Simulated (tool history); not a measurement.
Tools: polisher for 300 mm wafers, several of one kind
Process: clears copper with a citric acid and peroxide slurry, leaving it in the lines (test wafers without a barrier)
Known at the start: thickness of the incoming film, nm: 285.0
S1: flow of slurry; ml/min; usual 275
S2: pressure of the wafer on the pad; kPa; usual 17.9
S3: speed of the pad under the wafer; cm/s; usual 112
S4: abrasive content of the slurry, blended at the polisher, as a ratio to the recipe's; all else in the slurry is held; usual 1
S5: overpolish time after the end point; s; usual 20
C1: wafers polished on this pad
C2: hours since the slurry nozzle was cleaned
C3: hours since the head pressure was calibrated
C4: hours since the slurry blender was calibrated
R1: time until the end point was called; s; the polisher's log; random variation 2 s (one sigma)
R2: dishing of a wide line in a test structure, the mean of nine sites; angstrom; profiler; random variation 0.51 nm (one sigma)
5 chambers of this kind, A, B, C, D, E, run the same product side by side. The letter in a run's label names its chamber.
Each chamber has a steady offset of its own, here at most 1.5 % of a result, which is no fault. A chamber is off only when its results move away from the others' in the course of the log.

run 1D hour=4.6 | S1=275 S2=17.9 S3=112 S4=1 S5=20 | C1=703 C2=157.8 C3=848.4 C4=180.7 | R1=150.3 R2=250.29
run 2B hour=6.8 | S1=275 S2=17.9 S3=112 S4=1 S5=20 | C1=141 C2=148.2 C3=68.4 C4=115.5 | R1=148.99 R2=250.79
-- hour=8.1 chamber D: worn pad replaced by a new one
-- hour=9.4 chamber E: slurry blender recalibrated
run 3E hour=10.4 | S1=275 S2=17.9 S3=112 S4=1 S5=20 | C1=671 C2=762.3 C3=371.6 C4=1.1 | R1=147.51 R2=254.97
run 4C hour=15.3 | S1=275 S2=17.9 S3=112 S4=1 S5=20 | C1=539 C2=214.9 C3=279.3 C4=39.1 | R1=149.46 R2=251.5
run 5A hour=19.9 | S1=275 S2=17.9 S3=74 S4=1 S5=29 | C1=187 C2=673.1 C3=391 C4=441.8 | R1=228.1 R2=243.18
run 6A hour=25 | S1=275 S2=17.9 S3=74 S4=1 S5=29 | C1=227 C2=678.2 C3=396.1 C4=446.9 | R1=224.24 R2=254.59
run 7E hour=27.6 | S1=275 S2=17.9 S3=74 S4=1 S5=29 | C1=807 C2=779.5 C3=388.8 C4=18.3 | R1=217.13 R2=242.71
run 8D hour=29.9 | S1=275 S2=17.9 S3=74 S4=1 S5=29 | C1=172 C2=183.1 C3=873.7 C4=206 | R1=221.49 R2=256.33
-- hour=30.2 chamber E: slurry nozzle cleaned
-- hour=32.7 chamber A: slurry blender recalibrated
run 9C hour=34.6 | S1=275 S2=17.9 S3=74 S4=1 S5=29 | C1=692 C2=234.2 C3=298.6 C4=58.4 | R1=224.27 R2=247.46
run 10B hour=37.7 | S1=275 S2=17.9 S3=112 S4=1 S5=20 | C1=386 C2=179.1 C3=99.3 C4=146.4 | R1=146.47 R2=251.6
run 11C hour=41.5 | S1=275 S2=17.9 S3=112 S4=1 S5=20 | C1=747 C2=241.1 C3=305.5 C4=65.3 | R1=152.58 R2=264.05
run 12E hour=45.3 | S1=275 S2=17.9 S3=112 S4=1 S5=20 | C1=947 C2=15.1 C3=406.5 C4=36 | R1=151.13 R2=257.02
run 13A hour=48.3 | S1=275 S2=17.9 S3=112 S4=1 S5=20 | C1=411 C2=701.5 C3=419.4 C4=15.7 | R1=150.1 R2=262.14
run 14D hour=50.9 | S1=275 S2=17.9 S3=112 S4=1 S5=20 | C1=339 C2=204.1 C3=894.7 C4=227 | R1=146.2 R2=257.73
run 15B hour=53.6 | S1=275 S2=17.9 S3=112 S4=1 S5=20 | C1=512 C2=195 C3=115.2 C4=162.3 | R1=148.8 R2=258.47
run 16D hour=56.2 | S1=275 S2=17.9 S3=112 S4=1 S5=20 | C1=381 C2=209.4 C3=900 C4=232.3 | R1=148.05 R2=255.23
run 17A hour=59.3 | S1=275 S2=17.9 S3=112 S4=1 S5=20 | C1=498 C2=712.5 C3=430.4 C4=26.7 | R1=150.57 R2=255.6
run 18E hour=63.4 | S1=275 S2=17.9 S3=112 S4=1.2 S5=20 | C1=1090 C2=33.2 C3=424.6 C4=54.1 | R1=139.87 R2=258.82
run 19B hour=66.8 | S1=275 S2=17.9 S3=112 S4=1.2 S5=20 | C1=616 C2=208.2 C3=128.4 C4=175.5 | R1=143.47 R2=261.4
-- hour=67.6 chamber E: worn pad replaced by a new one
run 20C hour=71.2 | S1=275 S2=17.9 S3=112 S4=1.2 S5=20 | C1=982 C2=270.8 C3=335.2 C4=95 | R1=145.58 R2=263.05
run 21D hour=74.2 | S1=275 S2=17.9 S3=112 S4=1.2 S5=20 | C1=523 C2=227.4 C3=918 C4=250.3 | R1=146.65 R2=261.94
run 22B hour=78.9 | S1=275 S2=17.9 S3=112 S4=1.2 S5=20 | C1=712 C2=220.3 C3=140.5 C4=187.6 | R1=144.25 R2=262.72
-- hour=80.4 chamber C: slurry blender recalibrated
run 23C hour=82.6 | S1=275 S2=17.9 S3=112 S4=1 S5=20 | C1=1072 C2=282.2 C3=346.6 C4=2.3 | R1=146.62 R2=252.72
-- hour=83.2 chamber B: worn pad replaced by a new one
run 24E hour=86.5 | S1=275 S2=17.9 S3=112 S4=1 S5=20 | C1=149 C2=56.3 C3=447.7 C4=77.2 | R1=147.75 R2=245.25
run 25A hour=91 | S1=275 S2=17.9 S3=112 S4=1 S5=20 | C1=749 C2=744.2 C3=462.1 C4=58.4 | R1=149.6 R2=253.8
-- hour=95 chamber D: worn pad replaced by a new one
run 26A hour=95 | S1=275 S2=17.9 S3=112 S4=1 S5=20 | C1=781 C2=748.2 C3=466.1 C4=62.4 | R1=148.85 R2=257.08
-- hour=96.4 chamber B: slurry blender recalibrated
run 27C hour=98.3 | S1=275 S2=17.9 S3=112 S4=1 S5=20 | C1=1196 C2=297.9 C3=362.3 C4=18 | R1=149.32 R2=249.96
run 28E hour=102.9 | S1=275 S2=17.9 S3=112 S4=1 S5=20 | C1=279 C2=72.7 C3=464.1 C4=93.6 | R1=150.2 R2=246.01
run 29D hour=106.8 | S1=275 S2=17.9 S3=112 S4=1 S5=20 | C1=94 C2=260 C3=950.6 C4=282.9 | R1=152.34 R2=248.76
run 30B hour=111.7 | S1=275 S2=17.9 S3=112 S4=1 S5=20 | C1=225 C2=253.1 C3=173.3 C4=15.3 | R1=145.85 R2=261.14
-- hour=112 chamber C: head pressure recalibrated
run 31C hour=114.5 | S1=275 S2=17.9 S3=140 S4=0.7 S5=20 | C1=1324 C2=314.1 C3=2.6 C4=34.2 | R1=131.06 R2=286.23
run 32E hour=119 | S1=275 S2=17.9 S3=140 S4=0.7 S5=20 | C1=407 C2=88.8 C3=480.2 C4=109.7 | R1=128.51 R2=285.93
run 33B hour=123.6 | S1=275 S2=17.9 S3=140 S4=0.7 S5=20 | C1=320 C2=265 C3=185.2 C4=27.2 | R1=128.04 R2=284.99
run 34D hour=127.7 | S1=275 S2=17.9 S3=140 S4=0.7 S5=20 | C1=259 C2=280.9 C3=971.5 C4=303.8 | R1=135.43 R2=262.41
run 35A hour=130.3 | S1=275 S2=17.9 S3=140 S4=0.7 S5=20 | C1=1060 C2=783.5 C3=501.4 C4=97.7 | R1=131.96 R2=291.32
run 36C hour=134.7 | S1=345 S2=17.9 S3=112 S4=1.15 S5=20 | C1=1484 C2=334.3 C3=22.8 C4=54.4 | R1=144.22 R2=252.32
run 37B hour=139.4 | S1=345 S2=17.9 S3=112 S4=1.15 S5=20 | C1=445 C2=280.8 C3=201 C4=43 | R1=142.48 R2=260.2
run 38D hour=144.4 | S1=345 S2=17.9 S3=112 S4=1.15 S5=20 | C1=391 C2=297.6 C3=988.2 C4=320.5 | R1=150.29 R2=247.65

All 5 chambers run these settings next. Forecast each chamber's results:
run 39A hour=148.1 | S1=185 S2=17.9 S3=112 S4=1 S5=20 | R1=? R2=?
run 39B hour=148.1 | S1=185 S2=17.9 S3=112 S4=1 S5=20 | R1=? R2=?
run 39C hour=148.1 | S1=185 S2=17.9 S3=112 S4=1 S5=20 | R1=? R2=?
run 39D hour=148.1 | S1=185 S2=17.9 S3=112 S4=1 S5=20 | R1=? R2=?
run 39E hour=148.1 | S1=185 S2=17.9 S3=112 S4=1 S5=20 | R1=? R2=?

run=39A R1=156.54 R2=249.07
run=39B R1=156.4 R2=247.17
run=39C R1=161.3 R2=239.81
run=39D R1=169.01 R2=227.56
run=39E R1=155.37 R2=237.25

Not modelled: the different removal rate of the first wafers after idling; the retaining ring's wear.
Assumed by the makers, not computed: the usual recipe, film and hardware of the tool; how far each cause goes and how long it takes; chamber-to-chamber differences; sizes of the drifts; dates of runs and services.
